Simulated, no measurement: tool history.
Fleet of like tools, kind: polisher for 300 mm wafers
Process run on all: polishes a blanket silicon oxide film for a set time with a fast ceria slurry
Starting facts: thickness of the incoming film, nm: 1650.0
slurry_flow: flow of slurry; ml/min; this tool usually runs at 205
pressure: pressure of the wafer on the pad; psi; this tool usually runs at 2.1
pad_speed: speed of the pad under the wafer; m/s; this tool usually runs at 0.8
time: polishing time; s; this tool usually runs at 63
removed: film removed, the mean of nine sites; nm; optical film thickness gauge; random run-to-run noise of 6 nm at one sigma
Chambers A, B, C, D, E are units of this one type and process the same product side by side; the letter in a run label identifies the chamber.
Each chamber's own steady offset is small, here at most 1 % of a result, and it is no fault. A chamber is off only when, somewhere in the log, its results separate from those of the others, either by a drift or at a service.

run 1D hour=8.8 | slurry_flow=205 pressure=2.1 pad_speed=0.8 time=63 | removed=489.18
run 2C hour=21.4 | slurry_flow=205 pressure=2.1 pad_speed=0.8 time=63 | removed=499.41
run 3E hour=31.9 | slurry_flow=205 pressure=2.1 pad_speed=0.8 time=63 | removed=497.33
-- hour=32.2 chamber A: worn pad replaced by a new one
-- hour=35.7 chamber D: worn pad replaced by a new one
-- hour=41.4 chamber C: worn pad replaced by a new one
run 4B hour=42 | slurry_flow=205 pressure=2.1 pad_speed=0.8 time=63 | removed=498.2
run 5A hour=50.1 | slurry_flow=205 pressure=2.1 pad_speed=0.8 time=63 | removed=496.1
-- hour=55.6 chamber B: worn pad replaced by a new one
run 6E hour=60.1 | slurry_flow=205 pressure=2.1 pad_speed=0.8 time=63 | removed=483.74
run 7C hour=69.8 | slurry_flow=205 pressure=2.1 pad_speed=0.8 time=63 | removed=513.15
-- hour=70.8 chamber E: worn pad replaced by a new one
run 8B hour=83.5 | slurry_flow=205 pressure=2.1 pad_speed=0.8 time=63 | removed=499.99
-- hour=98.3 chamber A: slurry nozzle cleaned
run 9A hour=99.3 | slurry_flow=205 pressure=2.1 pad_speed=0.8 time=63 | removed=494.45
-- hour=106.9 chamber C: slurry nozzle cleaned
run 10D hour=107.2 | slurry_flow=205 pressure=2.1 pad_speed=0.8 time=63 | removed=499.5
run 11E hour=114.5 | slurry_flow=205 pressure=2.1 pad_speed=0.8 time=63 | removed=496.11
-- hour=124.4 chamber C: worn pad replaced by a new one
run 12B hour=124.7 | slurry_flow=265 pressure=2.1 pad_speed=0.8 time=73 | removed=607.08
-- hour=126.5 chamber A: worn pad replaced by a new one
run 13D hour=139.8 | slurry_flow=265 pressure=2.1 pad_speed=0.8 time=73 | removed=578.29
-- hour=149.7 chamber D: worn pad replaced by a new one
-- hour=150.8 chamber B: worn pad replaced by a new one
run 14A hour=153.6 | slurry_flow=265 pressure=2.1 pad_speed=0.8 time=73 | removed=602.64
-- hour=166.1 chamber E: worn pad replaced by a new one
run 15C hour=167.8 | slurry_flow=265 pressure=2.1 pad_speed=0.8 time=73 | removed=602.37
run 16E hour=177 | slurry_flow=265 pressure=2.1 pad_speed=0.8 time=73 | removed=583.68
run 17A hour=184.9 | slurry_flow=205 pressure=2.1 pad_speed=0.8 time=63 | removed=485.47
run 18B hour=192.9 | slurry_flow=205 pressure=2.1 pad_speed=1.06 time=70 | removed=732.41
-- hour=202.1 chamber A: worn pad replaced by a new one
run 19C hour=203.3 | slurry_flow=205 pressure=2.1 pad_speed=1.06 time=70 | removed=750.33
-- hour=208.1 chamber C: worn pad replaced by a new one
run 20D hour=219.8 | slurry_flow=205 pressure=2.1 pad_speed=1.06 time=70 | removed=744.18
-- hour=223.9 chamber E: slurry nozzle cleaned
run 21B hour=231.1 | slurry_flow=205 pressure=2.1 pad_speed=1.06 time=70 | removed=739.75
-- hour=232.2 chamber D: head pressure recalibrated
run 22E hour=239.3 | slurry_flow=205 pressure=2.1 pad_speed=1.06 time=70 | removed=711.88
-- hour=249.8 chamber E: worn pad replaced by a new one
run 23C hour=255.1 | slurry_flow=205 pressure=2.1 pad_speed=0.8 time=63 | removed=496.6
-- hour=256.6 chamber B: worn pad replaced by a new one
-- hour=260.2 chamber E: head pressure recalibrated
run 24D hour=262.8 | slurry_flow=205 pressure=2.1 pad_speed=0.8 time=63 | removed=495.79
-- hour=269.8 chamber D: worn pad replaced by a new one
run 25A hour=272.5 | slurry_flow=205 pressure=2.1 pad_speed=0.8 time=63 | removed=479.61
run 26D hour=280.4 | slurry_flow=205 pressure=2.1 pad_speed=0.8 time=63 | removed=509.92
-- hour=284.5 chamber A: worn pad replaced by a new one
run 27C hour=292.8 | slurry_flow=205 pressure=2.1 pad_speed=0.8 time=63 | removed=508.32
-- hour=302.2 chamber C: worn pad replaced by a new one
run 28A hour=305.9 | slurry_flow=205 pressure=2.1 pad_speed=0.8 time=63 | removed=470.99
run 29E hour=316.5 | slurry_flow=205 pressure=2.4 pad_speed=0.8 time=55 | removed=498.06
run 30B hour=324.3 | slurry_flow=205 pressure=2.4 pad_speed=0.8 time=55 | removed=491.55
-- hour=326.4 chamber E: worn pad replaced by a new one
-- hour=329.1 chamber C: slurry nozzle cleaned
run 31C hour=333.9 | slurry_flow=205 pressure=2.4 pad_speed=0.8 time=55 | removed=505.03
run 32B hour=348.5 | slurry_flow=205 pressure=2.4 pad_speed=0.8 time=55 | removed=499.69
run 33D hour=359.2 | slurry_flow=205 pressure=2.4 pad_speed=0.8 time=55 | removed=498.07
-- hour=370.2 chamber B: worn pad replaced by a new one
run 34A hour=372.5 | slurry_flow=205 pressure=2.1 pad_speed=0.8 time=63 | removed=449.4
-- hour=374.9 chamber A: worn pad replaced by a new one
-- hour=386.5 chamber D: worn pad replaced by a new one
run 35E hour=388 | slurry_flow=205 pressure=2.1 pad_speed=0.8 time=63 | removed=496.4
run 36D hour=402.7 | slurry_flow=205 pressure=2.1 pad_speed=0.8 time=63 | removed=507.06
run 37B hour=416.8 | slurry_flow=260 pressure=2.1 pad_speed=0.8 time=54 | removed=431.16
run 38A hour=425 | slurry_flow=260 pressure=2.1 pad_speed=0.8 time=54 | removed=392.87

Next, all 5 chambers run the settings below, one line each with question marks for the results. What does each chamber give?
run 39A hour=436.8 | slurry_flow=205 pressure=2.1 pad_speed=0.9 time=63 | removed=?
run 39B hour=436.8 | slurry_flow=205 pressure=2.1 pad_speed=0.9 time=63 | removed=?
run 39C hour=436.8 | slurry_flow=205 pressure=2.1 pad_speed=0.9 time=63 | removed=?
run 39D hour=436.8 | slurry_flow=205 pressure=2.1 pad_speed=0.9 time=63 | removed=?
run 39E hour=436.8 | slurry_flow=205 pressure=2.1 pad_speed=0.9 time=63 | removed=?

run=39A removed=497
run=39B removed=555.56
run=39C removed=560.28
run=39D removed=557.84
run=39E removed=549.86
